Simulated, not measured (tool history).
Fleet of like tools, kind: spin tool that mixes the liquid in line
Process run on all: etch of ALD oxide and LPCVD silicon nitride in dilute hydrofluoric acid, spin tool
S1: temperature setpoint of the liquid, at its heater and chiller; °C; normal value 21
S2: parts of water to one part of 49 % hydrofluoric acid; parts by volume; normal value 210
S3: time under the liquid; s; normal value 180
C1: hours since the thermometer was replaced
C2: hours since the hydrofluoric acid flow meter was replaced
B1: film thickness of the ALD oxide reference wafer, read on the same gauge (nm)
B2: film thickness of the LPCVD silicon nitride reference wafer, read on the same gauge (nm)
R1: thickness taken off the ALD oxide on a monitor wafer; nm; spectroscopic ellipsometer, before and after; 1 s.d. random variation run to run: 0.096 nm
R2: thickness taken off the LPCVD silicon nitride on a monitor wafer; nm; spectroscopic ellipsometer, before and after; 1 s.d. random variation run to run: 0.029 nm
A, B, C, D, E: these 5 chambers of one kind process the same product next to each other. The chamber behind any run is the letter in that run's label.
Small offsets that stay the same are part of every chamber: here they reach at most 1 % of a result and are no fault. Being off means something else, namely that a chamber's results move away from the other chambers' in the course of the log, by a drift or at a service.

Run 1A, hour 10.8: usual settings; C1 271.2; C2 68.1; B1 40.002; B2 39.968. Result: R1 10.418 nm, R2 0.31533 nm.
Run 2E, hour 20: usual settings; C1 1326.4; C2 1561; B1 39.994; B2 39.989. Result: R1 10.755 nm, R2 0.3346 nm.
Run 3C, hour 29: usual settings; C1 164.9; C2 1360.4; B1 39.977; B2 40.017. Result: R1 10.568 nm, R2 0.23071 nm.
Run 4D, hour 36.4: usual settings; C1 432.9; C2 476.2; B1 39.969; B2 40.015. Result: R1 10.678 nm, R2 0.29524 nm.
Run 5B, hour 47.6: usual settings; C1 138; C2 1054.6; B1 40.009; B2 40.014. Result: R1 10.537 nm, R2 0.28469 nm.
Run 6D, hour 60.3: usual settings; C1 456.8; C2 500.1; B1 40.004; B2 40.007. Result: R1 10.852 nm, R2 0.32362 nm.
Run 7A, hour 66.9: usual settings; C1 327.3; C2 124.2; B1 39.998; B2 39.95. Result: R1 10.641 nm, R2 0.31496 nm.
Run 8B, hour 76.5: usual settings but S1 17 °C, S2 140 parts by volume; C1 166.9; C2 1083.5; B1 39.993; B2 39.974. Result: R1 14.433 nm, R2 0.3496 nm.
Run 9E, hour 82.7: usual settings but S1 17 °C, S2 140 parts by volume; C1 1389.1; C2 1623.7; B1 39.996; B2 39.994. Result: R1 14.668 nm, R2 0.36786 nm.
Run 10C, hour 89.7: usual settings but S1 17 °C, S2 140 parts by volume; C1 225.6; C2 1421.1; B1 39.977; B2 39.987. Result: R1 14.649 nm, R2 0.41003 nm.
Run 11D, hour 100.1: usual settings but S1 17 °C, S2 140 parts by volume; C1 496.6; C2 539.9; B1 39.984; B2 39.972. Result: R1 14.845 nm, R2 0.38104 nm.
Run 12B, hour 109.2: usual settings but S1 17 °C, S2 140 parts by volume; C1 199.6; C2 1116.2; B1 40.003; B2 40.057. Result: R1 14.522 nm, R2 0.37919 nm.
Run 13C, hour 117.2: usual settings; C1 253.1; C2 1448.6; B1 39.975; B2 40.021. Result: R1 10.555 nm, R2 0.28562 nm.
Run 14E, hour 126.5: usual settings; C1 1432.9; C2 1667.5; B1 39.983; B2 39.992. Result: R1 10.869 nm, R2 0.32736 nm.
Run 15A, hour 140.3: usual settings; C1 400.7; C2 197.6; B1 39.961; B2 39.981. Result: R1 10.612 nm, R2 0.3131 nm.
Run 16D, hour 147.4: usual settings; C1 543.9; C2 587.2; B1 39.978; B2 40.053. Result: R1 11.123 nm, R2 0.31216 nm.
Run 17A, hour 159.8: usual settings; C1 420.2; C2 217.1; B1 40.034; B2 40.022. Result: R1 10.491 nm, R2 0.32199 nm.
Run 18E, hour 168.7: usual settings; C1 1475.1; C2 1709.7; B1 39.988; B2 40.002. Result: R1 10.698 nm, R2 0.35649 nm.
Run 19C, hour 179: usual settings but S1 25.5 °C, S3 280 s; C1 314.9; C2 1510.4; B1 40.034; B2 39.987. Result: R1 19.566 nm, R2 0.69011 nm.
Run 20B, hour 192.7: usual settings but S1 25.5 °C, S3 280 s; C1 283.1; C2 1199.7; B1 39.985; B2 40.002. Result: R1 19.365 nm, R2 0.63673 nm.
Run 21E, hour 203.9: usual settings but S1 25.5 °C, S3 280 s; C1 1510.3; C2 1744.9; B1 40.039; B2 40.002. Result: R1 19.364 nm, R2 0.58669 nm.
Run 22C, hour 211: usual settings but S1 25.5 °C, S3 280 s; C1 346.9; C2 1542.4; B1 39.983; B2 40.008. Result: R1 19.478 nm, R2 0.62652 nm.
Run 23A, hour 217.9: usual settings but S1 25.5 °C, S3 280 s; C1 478.3; C2 275.2; B1 39.998; B2 40.012. Result: R1 19.677 nm, R2 0.64827 nm.
Run 24D, hour 228.6: usual settings; C1 625.1; C2 668.4; B1 40.042; B2 40.023. Result: R1 11.201 nm, R2 0.2922 nm.
At hour 236.8: chamber D: thermometer replaced.
Run 25B, hour 241.2: usual settings; C1 331.6; C2 1248.2; B1 39.966; B2 39.991. Result: R1 10.685 nm, R2 0.24534 nm.
Run 26B, hour 248.1: usual settings but S2 155 parts by volume; C1 338.5; C2 1255.1; B1 40.014; B2 40.023. Result: R1 15.175 nm, R2 0.38928 nm.
Run 27C, hour 260.1: usual settings but S2 155 parts by volume; C1 396; C2 1591.5; B1 39.981; B2 40.033. Result: R1 15.063 nm, R2 0.41121 nm.
Run 28D, hour 274.1: usual settings but S2 155 parts by volume; C1 37.3; C2 713.9; B1 39.972; B2 40.007. Result: R1 16.152 nm, R2 0.45421 nm.
Run 29A, hour 285.6: usual settings but S2 155 parts by volume; C1 546; C2 342.9; B1 39.996; B2 39.982. Result: R1 15.237 nm, R2 0.37978 nm.
Run 30E, hour 299.5: usual settings but S2 155 parts by volume; C1 1605.9; C2 1840.5; B1 39.989; B2 40.002. Result: R1 15.426 nm, R2 0.42623 nm.
Run 31D, hour 309: usual settings; C1 72.2; C2 748.8; B1 39.996; B2 39.987. Result: R1 11.271 nm, R2 0.32518 nm.
Run 32A, hour 320.7: usual settings; C1 581.1; C2 378; B1 39.988; B2 39.955. Result: R1 10.685 nm, R2 0.2976 nm.
Run 33C, hour 332.4: usual settings; C1 468.3; C2 1663.8; B1 39.959; B2 39.975. Result: R1 10.711 nm, R2 0.33023 nm.
Run 34B, hour 339.1: usual settings; C1 429.5; C2 1346.1; B1 40.022; B2 39.967. Result: R1 10.65 nm, R2 0.33198 nm.
Run 35E, hour 347.9: usual settings; C1 1654.3; C2 1888.9; B1 40.009; B2 39.979. Result: R1 10.729 nm, R2 0.32209 nm.
Run 36D, hour 361.8: usual settings but S3 230 s; C1 125; C2 801.6; B1 39.996; B2 39.973. Result: R1 14.467 nm, R2 0.45037 nm.

Is one chamber off against the others, does the gauge drift, or is nothing wrong? If a chamber is off, say which, and what the likeliest cause is.

One chamber, D, drifts off from the rest bit by bit.
Most likely cause: hydrofluoric acid flow above the setpoint (%) = 6.2.

Below are 4 candidate recipes for chamber D's next run, each the usual settings with a change, their results shown as question marks. Which of them brings D's results back in line with what the other chambers give on the usual settings?
A result is in line if it is within this distance of the other chambers' mean on the usual settings: R1 0.34 nm; R2 0.1 nm
Run 37D-1, hour 371.8: usual settings but S2 205 parts by volume. Result: R1 ?, R2 ?.
Run 37D-2, hour 371.8: usual settings but S2 215 parts by volume. Result: R1 ?, R2 ?.
Run 37D-3, hour 371.8: usual settings but S2 220 parts by volume, S3 175 s. Result: R1 ?, R2 ?.
Run 37D-4, hour 371.8: usual settings but S2 200 parts by volume, S3 185 s. Result: R1 ?, R2 ?.

The mean the other chambers reach with the usual settings: R1 10.634 nm; R2 0.30492 nm
  run      R1       R2
37D-1  11.876  0.33026
37D-2  11.207  0.31504
37D-3  10.594   0.2994
37D-4  12.577  0.34785
37D-3 puts the chamber back in line with the other chambers.
